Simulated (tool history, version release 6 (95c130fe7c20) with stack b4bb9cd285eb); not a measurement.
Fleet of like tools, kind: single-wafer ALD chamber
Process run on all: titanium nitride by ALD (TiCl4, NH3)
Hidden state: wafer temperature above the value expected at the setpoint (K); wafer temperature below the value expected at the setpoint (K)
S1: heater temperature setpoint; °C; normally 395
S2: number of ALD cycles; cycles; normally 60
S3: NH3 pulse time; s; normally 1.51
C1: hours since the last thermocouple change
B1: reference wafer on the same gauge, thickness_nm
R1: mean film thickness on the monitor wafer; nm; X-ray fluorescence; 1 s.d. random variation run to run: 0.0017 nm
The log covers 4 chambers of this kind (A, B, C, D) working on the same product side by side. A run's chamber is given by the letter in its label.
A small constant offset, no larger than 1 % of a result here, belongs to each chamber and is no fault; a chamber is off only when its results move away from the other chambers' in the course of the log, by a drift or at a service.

run,hour,S1,S2,S3,C1,B1,R1
1D,11.9,395,60,1.51,855.9,1.3297,1.2894
2C,19.9,395,60,1.51,795.1,1.3296,1.3073
3B,31.8,395,60,1.51,1005,1.3292,1.3054
4A,39.5,395,60,1.51,755.5,1.3294,1.2973
5B,51,395,60,1.51,1024.2,1.3291,1.3038
6A,59.1,395,60,1.51,775.1,1.3291,1.2926
7D,69.1,395,60,1.51,913.1,1.3285,1.2901
8C,77.2,395,60,1.51,852.4,1.3286,1.3052
9C,87.3,395,60,1.51,862.5,1.3287,1.3042
10B,96,395,55,1,1069.2,1.3286,1.1684
11A,107.1,395,55,1,823.1,1.3281,1.1578
12D,120.4,395,55,1,964.4,1.3281,1.1557
13B,134,395,55,1,1107.2,1.3281,1.1649
14D,148.3,395,60,1.51,992.3,1.3274,1.2922
15C,157.7,395,60,1.51,932.9,1.3271,1.3037
16A,169.7,395,60,1.51,885.7,1.3272,1.2903
17A,178.1,395,60,1.51,894.1,1.3266,1.2919
18B,191.6,395,60,1.51,1164.8,1.3268,1.3022
19D,201.3,395,60,1.51,1045.3,1.3266,1.2896
# hour 210.8: chamber C: thermocouple changed; heater temperature recalibrated
20C,211.9,395,60,1.51,1.1,1.3265,1.3015
21C,224.7,395,60,1.98,13.9,1.3261,1.3213
22A,233.2,395,60,1.98,949.2,1.3261,1.3085
23B,240.7,395,60,1.98,1213.9,1.3258,1.3153
24D,250,395,60,1.98,1094,1.3257,1.307
25B,260.9,395,60,1.51,1234.1,1.3256,1.2979
26C,271.5,395,60,1.51,60.7,1.3254,1.3038
27D,283.9,395,60,1.51,1127.9,1.3251,1.2879
28A,297.3,389,60,1.75,1013.3,1.3248,1.2941
29A,308,389,60,1.75,1024,1.3247,1.296
30C,321.9,389,60,1.75,111.1,1.3244,1.3
31D,330.6,389,60,1.75,1174.6,1.3243,1.2875
32B,344.9,406,64,1.51,1318.1,1.3245,1.3932
33D,358.5,406,64,1.51,1202.5,1.3232,1.3863
34B,371.2,406,64,1.51,1344.4,1.324,1.3965
35A,379.8,406,64,1.51,1095.8,1.3235,1.3881
36C,391.6,395,60,1.51,180.8,1.3229,1.3009
37B,401.5,386,60,1.85,1374.7,1.3233,1.2962

Next, every chamber runs the same settings. What will each give?
38A,412.5,395,60,1.32,,,?
38B,412.5,395,60,1.32,,,?
38C,412.5,395,60,1.32,,,?
38D,412.5,395,60,1.32,,,?

run,R1
38A,1.2818
38B,1.2861
38C,1.2902
38D,1.2755

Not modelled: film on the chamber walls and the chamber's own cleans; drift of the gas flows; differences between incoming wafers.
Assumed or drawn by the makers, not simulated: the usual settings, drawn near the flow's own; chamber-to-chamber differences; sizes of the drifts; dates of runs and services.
